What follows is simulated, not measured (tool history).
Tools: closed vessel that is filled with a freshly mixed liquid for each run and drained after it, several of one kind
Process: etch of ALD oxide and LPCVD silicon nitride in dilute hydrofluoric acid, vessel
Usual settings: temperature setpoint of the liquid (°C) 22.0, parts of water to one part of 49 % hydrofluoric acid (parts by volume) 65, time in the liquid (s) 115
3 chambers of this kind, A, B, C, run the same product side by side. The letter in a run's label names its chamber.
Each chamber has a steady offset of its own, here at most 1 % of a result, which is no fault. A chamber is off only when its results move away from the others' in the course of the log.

run   hour  temperature setpoint of the liquid (°C)  parts of water to one part of 49 % hydrofluoric acid (parts by volume)  time in the liquid (s)  hours since the thermometer was replaced  hours since the hydrofluoric acid flow meter was replaced  read-back film thickness of the ALD oxide reference wafer, read on the same gauge (nm)  read-back film thickness of the LPCVD silicon nitride reference wafer, read on the same gauge (nm)  thickness taken off the ALD oxide on a monitor wafer (angstrom)  thickness taken off the LPCVD silicon nitride on a monitor wafer (angstrom)
 1C    7.4                                     22.0                                                                      65                     115                                      38.3                                                      138.3                                                                                  140.00                                                                                              99.986                                                          195.970                                                                       7.5668
 2B   19.1                                     22.0                                                                      65                     115                                     474.7                                                     1415.0                                                                                  140.00                                                                                              99.985                                                          200.210                                                                       7.6019
 3A   28.1                                     22.0                                                                      65                     115                                     499.8                                                      147.0                                                                                  139.99                                                                                              99.979                                                          201.530                                                                       7.7343
 4A   37.1                                     22.0                                                                      65                     115                                     508.8                                                      156.0                                                                                  140.01                                                                                              99.996                                                          197.670                                                                       7.8231
 5B   49.4                                     22.0                                                                      65                     115                                     505.0                                                     1445.3                                                                                  140.01                                                                                             100.000                                                          197.940                                                                       7.5779
 6C   57.4                                     22.0                                                                      65                     115                                      88.3                                                      188.3                                                                                  139.99                                                                                              99.930                                                          198.290                                                                       7.4162
 7C   64.5                                     24.0                                                                      65                      45                                      95.4                                                      195.4                                                                                  140.00                                                                                             100.000                                                           84.423                                                                       3.4106
 8A   70.3                                     24.0                                                                      65                      45                                     542.0                                                      189.2                                                                                  140.00                                                                                             100.010                                                           85.660                                                                       3.5639
 9B   78.9                                     24.0                                                                      65                      45                                     534.5                                                     1474.8                                                                                  139.99                                                                                             100.030                                                           84.428                                                                       3.3644
10C   87.7                                     22.0                                                                      65                     115                                     118.6                                                      218.6                                                                                  140.01                                                                                             100.030                                                          199.420                                                                       7.6743
11A   97.8                                     22.0                                                                      65                     115                                     569.5                                                      216.7                                                                                  140.01                                                                                              99.973                                                          198.390                                                                       7.6746
12B  105.4                                     22.0                                                                      65                     115                                     561.0                                                     1501.3                                                                                  140.00                                                                                             100.010                                                          199.830                                                                       7.1067
13A  115.2                                     22.0                                                                      65                     115                                     586.9                                                      234.1                                                                                  140.00                                                                                             100.020                                                          200.490                                                                       7.9841
     116.2  -- chamber B: hydrofluoric acid flow meter replaced
14B  123.0                                     24.0                                                                      65                     115                                     578.6                                                        6.9                                                                                  139.98                                                                                             100.000                                                          213.800                                                                       8.6544
15C  128.9                                     24.0                                                                      65                     115                                     159.8                                                      259.8                                                                                  139.99                                                                                             100.000                                                          217.540                                                                       8.8892
16A  137.1                                     24.0                                                                      65                     115                                     608.8                                                      256.0                                                                                  140.01                                                                                             100.000                                                          218.900                                                                       8.5659
17B  147.8                                     22.0                                                                      65                     115                                     603.4                                                       31.7                                                                                  140.00                                                                                              99.999                                                          199.070                                                                       7.9668
18C  155.9                                     20.5                                                                      65                     115                                     186.8                                                      286.8                                                                                  140.01                                                                                              99.974                                                          187.850                                                                       6.9719
19A  167.4                                     20.5                                                                      65                     115                                     639.1                                                      286.3                                                                                  140.00                                                                                             100.010                                                          188.880                                                                       7.0143
20C  177.9                                     20.5                                                                      65                     115                                     208.8                                                      308.8                                                                                  140.02                                                                                             100.000                                                          184.340                                                                       7.1796
21B  184.6                                     22.0                                                                      65                     115                                     640.2                                                       68.5                                                                                  140.02                                                                                             100.050                                                          197.140                                                                       7.6566
22C  193.0                                     22.0                                                                      65                     115                                     223.9                                                      323.9                                                                                  140.00                                                                                              99.976                                                          198.900                                                                       8.1721
23B  203.7                                     22.0                                                                      65                     115                                     659.3                                                       87.6                                                                                  140.01                                                                                              99.961                                                          200.840                                                                       7.7343
24A  209.4                                     22.0                                                                      65                     115                                     681.1                                                      328.3                                                                                  139.99                                                                                              99.995                                                          199.090                                                                       7.8039
25C  216.8                                     22.0                                                                      65                     115                                     247.7                                                      347.7                                                                                  140.00                                                                                              99.987                                                          196.970                                                                       7.6353
26A  229.2                                     22.0                                                                      65                     115                                     700.9                                                      348.1                                                                                  139.98                                                                                             100.030                                                          199.880                                                                       8.2253
27B  238.5                                     17.0                                                                      65                      50                                     694.1                                                      122.4                                                                                  140.01                                                                                              99.999                                                           69.207                                                                       2.3955
28C  247.5                                     17.0                                                                      65                      50                                     278.4                                                      378.4                                                                                  140.01                                                                                              99.990                                                           69.249                                                                       2.3532
29B  256.1                                     17.0                                                                      65                      50                                     711.7                                                      140.0                                                                                  139.99                                                                                             100.020                                                           69.623                                                                       2.3971
30A  262.4                                     22.0                                                                      65                     115                                     734.1                                                      381.3                                                                                  139.99                                                                                             100.020                                                          201.000                                                                       7.8760
31C  269.6                                     22.0                                                                      65                     115                                     300.5                                                      400.5                                                                                  139.97                                                                                              99.959                                                          199.060                                                                       7.6016
32B  276.8                                     22.0                                                                      65                     115                                     732.4                                                      160.7                                                                                  139.99                                                                                             100.000                                                          201.100                                                                       7.9541
33A  284.3                                     22.0                                                                      65                     115                                     756.0                                                      403.2                                                                                  140.01                                                                                              99.972                                                          199.440                                                                       7.7067
34C  292.8                                     22.0                                                                      65                     115                                     323.7                                                      423.7                                                                                  140.00                                                                                              99.977                                                          198.900                                                                       7.6470
35B  300.4                                     22.0                                                                      65                     115                                     756.0                                                      184.3                                                                                  140.02                                                                                              99.993                                                          195.130                                                                       7.3553
36A  312.4                                     22.0                                                                      65                     115                                     784.1                                                      431.3                                                                                  140.00                                                                                              99.990                                                          202.730                                                                       7.5676
37B  320.2                                     22.0                                                                      65                     115                                     775.8                                                      204.1                                                                                  140.02                                                                                              99.980                                                          198.660                                                                       7.5220

Next, every chamber runs the same settings. What will each give?
38A  329.1                                     22.0                                                                      65                     115                                                                                                                                                                                                                                                                                                                                                                 ?                                                                            ?
38B  329.1                                     22.0                                                                      65                     115                                                                                                                                                                                                                                                                                                                                                                 ?                                                                            ?
38C  329.1                                     22.0                                                                      65                     115                                                                                                                                                                                                                                                                                                                                                                 ?                                                                            ?

run  thickness taken off the ALD oxide on a monitor wafer (angstrom)  thickness taken off the LPCVD silicon nitride on a monitor wafer (angstrom)
38A                                                          199.580                                                                       7.7978
38B                                                          195.800                                                                       8.0432
38C                                                          198.530                                                                       7.8213
